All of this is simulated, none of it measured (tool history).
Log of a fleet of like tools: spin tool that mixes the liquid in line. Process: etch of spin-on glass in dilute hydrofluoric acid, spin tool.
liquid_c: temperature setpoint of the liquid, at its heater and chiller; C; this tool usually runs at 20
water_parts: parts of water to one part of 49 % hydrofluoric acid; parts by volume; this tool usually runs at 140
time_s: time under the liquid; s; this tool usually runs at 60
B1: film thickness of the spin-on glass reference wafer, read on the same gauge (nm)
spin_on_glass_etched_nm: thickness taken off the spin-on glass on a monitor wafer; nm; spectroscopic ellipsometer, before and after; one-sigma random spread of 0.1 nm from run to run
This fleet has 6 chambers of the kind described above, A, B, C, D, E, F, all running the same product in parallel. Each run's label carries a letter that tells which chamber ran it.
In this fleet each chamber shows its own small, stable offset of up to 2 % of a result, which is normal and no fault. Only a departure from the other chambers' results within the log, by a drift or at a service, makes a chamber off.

Run 1A, hour 2.7: usual settings; B1 110.00. Result: spin_on_glass_etched_nm 10.9050 nm.
Run 2D, hour 5.1: usual settings; B1 109.97. Result: spin_on_glass_etched_nm 10.8140 nm.
Run 3E, hour 7.3: usual settings; B1 110.00. Result: spin_on_glass_etched_nm 10.8210 nm.
Run 4C, hour 10.6: usual settings; B1 110.03. Result: spin_on_glass_etched_nm 10.7180 nm.
Run 5B, hour 14.6: usual settings; B1 109.97. Result: spin_on_glass_etched_nm 10.9110 nm.
Run 6F, hour 17.4: usual settings; B1 110.00. Result: spin_on_glass_etched_nm 10.7960 nm.
Run 7B, hour 20.9: usual settings; B1 109.95. Result: spin_on_glass_etched_nm 10.8510 nm.
Run 8A, hour 23.2: usual settings; B1 109.99. Result: spin_on_glass_etched_nm 10.9080 nm.
Run 9E, hour 27.0: usual settings; B1 109.93. Result: spin_on_glass_etched_nm 10.8710 nm.
Run 10C, hour 31.3: usual settings; B1 110.00. Result: spin_on_glass_etched_nm 10.8010 nm.
Run 11F, hour 36.3: usual settings; B1 110.04. Result: spin_on_glass_etched_nm 10.8150 nm.
Run 12D, hour 38.6: usual settings; B1 110.01. Result: spin_on_glass_etched_nm 10.6100 nm.
Run 13C, hour 41.5: usual settings; B1 110.03. Result: spin_on_glass_etched_nm 10.7640 nm.
Run 14E, hour 44.1: usual settings; B1 110.01. Result: spin_on_glass_etched_nm 10.8140 nm.
Run 15D, hour 47.7: usual settings; B1 110.00. Result: spin_on_glass_etched_nm 10.7950 nm.
Run 16F, hour 51.2: usual settings; B1 109.94. Result: spin_on_glass_etched_nm 10.6090 nm.
Run 17A, hour 55.4: usual settings; B1 109.98. Result: spin_on_glass_etched_nm 10.9650 nm.
Run 18B, hour 58.5: usual settings; B1 110.00. Result: spin_on_glass_etched_nm 11.0710 nm.
Run 19A, hour 61.5: usual settings; B1 110.01. Result: spin_on_glass_etched_nm 10.9760 nm.
Run 20B, hour 64.6: usual settings; B1 110.01. Result: spin_on_glass_etched_nm 10.8680 nm.
Run 21C, hour 69.0: usual settings; B1 110.00. Result: spin_on_glass_etched_nm 10.7600 nm.
Run 22E, hour 74.1: usual settings; B1 109.98. Result: spin_on_glass_etched_nm 10.7650 nm.
Run 23F, hour 79.0: usual settings; B1 109.97. Result: spin_on_glass_etched_nm 11.1320 nm.
Run 24D, hour 81.3: usual settings; B1 110.01. Result: spin_on_glass_etched_nm 10.7890 nm.
Run 25C, hour 85.0: usual settings; B1 110.05. Result: spin_on_glass_etched_nm 10.8350 nm.
Run 26D, hour 88.4: usual settings; B1 109.98. Result: spin_on_glass_etched_nm 10.7790 nm.
Run 27F, hour 91.5: usual settings; B1 109.96. Result: spin_on_glass_etched_nm 11.2590 nm.
Run 28E, hour 96.0: usual settings but time_s 70 s; B1 110.03. Result: spin_on_glass_etched_nm 12.6930 nm.
Run 29A, hour 99.1: usual settings but time_s 70 s; B1 110.01. Result: spin_on_glass_etched_nm 12.6760 nm.
Run 30B, hour 103.8: usual settings but time_s 70 s; B1 110.00. Result: spin_on_glass_etched_nm 12.9820 nm.
Run 31C, hour 108.6: usual settings but time_s 70 s; B1 109.98. Result: spin_on_glass_etched_nm 12.5210 nm.
Run 32E, hour 112.1: usual settings but time_s 70 s; B1 110.03. Result: spin_on_glass_etched_nm 12.5180 nm.
Run 33A, hour 115.4: usual settings but time_s 70 s; B1 109.99. Result: spin_on_glass_etched_nm 12.5130 nm.
Run 34F, hour 118.7: usual settings; B1 110.03. Result: spin_on_glass_etched_nm 11.4880 nm.
Run 35B, hour 121.7: usual settings; B1 110.00. Result: spin_on_glass_etched_nm 11.0880 nm.
Run 36D, hour 125.8: usual settings; B1 109.98. Result: spin_on_glass_etched_nm 10.7460 nm.
Run 37F, hour 130.3: usual settings; B1 109.99. Result: spin_on_glass_etched_nm 11.6970 nm.
Run 38E, hour 134.8: usual settings; B1 109.99. Result: spin_on_glass_etched_nm 10.7400 nm.
Run 39B, hour 138.9: usual settings but liquid_c 17 C; B1 109.97. Result: spin_on_glass_etched_nm 9.5804 nm.
Run 40C, hour 143.0: usual settings but liquid_c 17 C; B1 109.99. Result: spin_on_glass_etched_nm 9.6629 nm.
Run 41A, hour 147.3: usual settings but liquid_c 17 C; B1 110.01. Result: spin_on_glass_etched_nm 9.4619 nm.
Run 42D, hour 149.9: usual settings but liquid_c 17 C; B1 109.99. Result: spin_on_glass_etched_nm 9.4941 nm.

Next, every chamber runs the same settings. What will each give?
Run 43A, hour 153.6: usual settings. Result: spin_on_glass_etched_nm ?.
Run 43B, hour 153.6: usual settings. Result: spin_on_glass_etched_nm ?.
Run 43C, hour 153.6: usual settings. Result: spin_on_glass_etched_nm ?.
Run 43D, hour 153.6: usual settings. Result: spin_on_glass_etched_nm ?.
Run 43E, hour 153.6: usual settings. Result: spin_on_glass_etched_nm ?.
Run 43F, hour 153.6: usual settings. Result: spin_on_glass_etched_nm ?.

run  spin_on_glass_etched_nm
43A                  10.7390
43B                  10.8670
43C                  10.6400
43D                  10.8060
43E                  10.9030
43F                  11.6720
